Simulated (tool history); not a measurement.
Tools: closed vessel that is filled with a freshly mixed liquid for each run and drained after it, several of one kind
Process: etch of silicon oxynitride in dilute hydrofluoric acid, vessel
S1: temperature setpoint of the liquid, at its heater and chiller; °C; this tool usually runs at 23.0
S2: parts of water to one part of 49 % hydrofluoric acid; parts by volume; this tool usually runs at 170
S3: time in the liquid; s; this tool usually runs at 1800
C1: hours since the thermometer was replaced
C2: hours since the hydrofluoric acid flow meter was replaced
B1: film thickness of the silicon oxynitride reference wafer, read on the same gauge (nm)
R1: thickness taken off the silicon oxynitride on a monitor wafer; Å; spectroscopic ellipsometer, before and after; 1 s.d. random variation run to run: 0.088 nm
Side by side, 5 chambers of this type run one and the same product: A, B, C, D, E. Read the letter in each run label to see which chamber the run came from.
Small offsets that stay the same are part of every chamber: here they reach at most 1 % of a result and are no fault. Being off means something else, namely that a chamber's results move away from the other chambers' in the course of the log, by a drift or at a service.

run 1A hour=2.8 | S1=23.0 S2=170 S3=1800 | C1=2373.8 C2=826.7 | B1=60.016 | R1=140.290
run 2E hour=8.6 | S1=23.0 S2=170 S3=1800 | C1=1366.7 C2=766.2 | B1=59.979 | R1=137.770
run 3D hour=13.7 | S1=23.0 S2=170 S3=1800 | C1=983.8 C2=1151.0 | B1=60.007 | R1=140.110
run 4B hour=16.5 | S1=23.0 S2=170 S3=1800 | C1=108.4 C2=335.6 | B1=59.990 | R1=139.990
run 5C hour=20.3 | S1=23.0 S2=130 S3=1800 | C1=240.1 C2=1123.9 | B1=59.989 | R1=189.380
run 6D hour=23.3 | S1=23.0 S2=130 S3=1800 | C1=993.4 C2=1160.6 | B1=60.009 | R1=188.540
run 7E hour=26.9 | S1=23.0 S2=130 S3=1800 | C1=1385.0 C2=784.5 | B1=59.991 | R1=188.160
run 8B hour=31.9 | S1=23.0 S2=130 S3=1800 | C1=123.8 C2=351.0 | B1=59.989 | R1=188.580
run 9A hour=36.0 | S1=23.0 S2=130 S3=1800 | C1=2407.0 C2=859.9 | B1=59.989 | R1=189.820
run 10C hour=40.3 | S1=23.0 S2=170 S3=1800 | C1=260.1 C2=1143.9 | B1=59.993 | R1=140.120
run 11B hour=46.0 | S1=23.0 S2=170 S3=1800 | C1=137.9 C2=365.1 | B1=59.988 | R1=138.960
run 12E hour=49.9 | S1=18.5 S2=235 S3=1800 | C1=1408.0 C2=807.5 | B1=59.974 | R1=78.113
-- hour=53.3 chamber E: thermometer replaced
run 13C hour=55.9 | S1=18.5 S2=235 S3=1800 | C1=275.7 C2=1159.5 | B1=59.987 | R1=77.813
run 14D hour=58.9 | S1=18.5 S2=235 S3=1800 | C1=1029.0 C2=1196.2 | B1=59.996 | R1=79.622
run 15A hour=65.2 | S1=18.5 S2=235 S3=1800 | C1=2436.2 C2=889.1 | B1=59.996 | R1=79.055
run 16A hour=69.7 | S1=18.5 S2=235 S3=1800 | C1=2440.7 C2=893.6 | B1=59.964 | R1=78.914
run 17D hour=72.8 | S1=23.0 S2=170 S3=875 | C1=1042.9 C2=1210.1 | B1=59.988 | R1=68.291
run 18C hour=75.9 | S1=23.0 S2=170 S3=875 | C1=295.7 C2=1179.5 | B1=59.997 | R1=67.876
run 19B hour=81.7 | S1=23.0 S2=170 S3=875 | C1=173.6 C2=400.8 | B1=60.026 | R1=68.655
run 20E hour=84.7 | S1=23.0 S2=170 S3=875 | C1=31.5 C2=842.3 | B1=60.019 | R1=69.044
run 21C hour=88.9 | S1=23.0 S2=170 S3=875 | C1=308.7 C2=1192.5 | B1=60.017 | R1=67.981
run 22D hour=92.2 | S1=23.0 S2=170 S3=1800 | C1=1062.3 C2=1229.5 | B1=60.003 | R1=142.440
run 23B hour=95.6 | S1=23.0 S2=170 S3=1800 | C1=187.5 C2=414.7 | B1=60.020 | R1=141.210
run 24E hour=101.3 | S1=23.0 S2=170 S3=1800 | C1=48.1 C2=858.9 | B1=60.033 | R1=140.050
run 25A hour=105.8 | S1=23.0 S2=125 S3=2580 | C1=2476.8 C2=929.7 | B1=59.994 | R1=281.900
run 26A hour=108.5 | S1=23.0 S2=125 S3=2580 | C1=2479.5 C2=932.4 | B1=60.007 | R1=280.890
run 27D hour=114.0 | S1=23.0 S2=125 S3=2580 | C1=1084.1 C2=1251.3 | B1=60.006 | R1=286.200
run 28B hour=118.1 | S1=23.0 S2=125 S3=2580 | C1=210.0 C2=437.2 | B1=59.995 | R1=282.810
run 29E hour=123.5 | S1=23.0 S2=125 S3=2580 | C1=70.3 C2=881.1 | B1=60.014 | R1=281.690
run 30C hour=126.5 | S1=23.0 S2=170 S3=1800 | C1=346.3 C2=1230.1 | B1=60.006 | R1=137.650
run 31C hour=129.6 | S1=23.0 S2=170 S3=1800 | C1=349.4 C2=1233.2 | B1=59.997 | R1=139.580
run 32D hour=135.0 | S1=23.0 S2=170 S3=1800 | C1=1105.1 C2=1272.3 | B1=60.014 | R1=142.890
run 33B hour=140.2 | S1=23.0 S2=170 S3=1800 | C1=232.1 C2=459.3 | B1=60.029 | R1=140.480
run 34A hour=142.9 | S1=23.0 S2=170 S3=1800 | C1=2513.9 C2=966.8 | B1=59.994 | R1=140.190

What goes on in this fleet: one chamber off, a drifting gauge, or nothing beyond the chambers' own small offsets? Name the chamber and the cause, if any.

Nothing is wrong: each chamber keeps only its own small, steady offset and the gauge holds still.
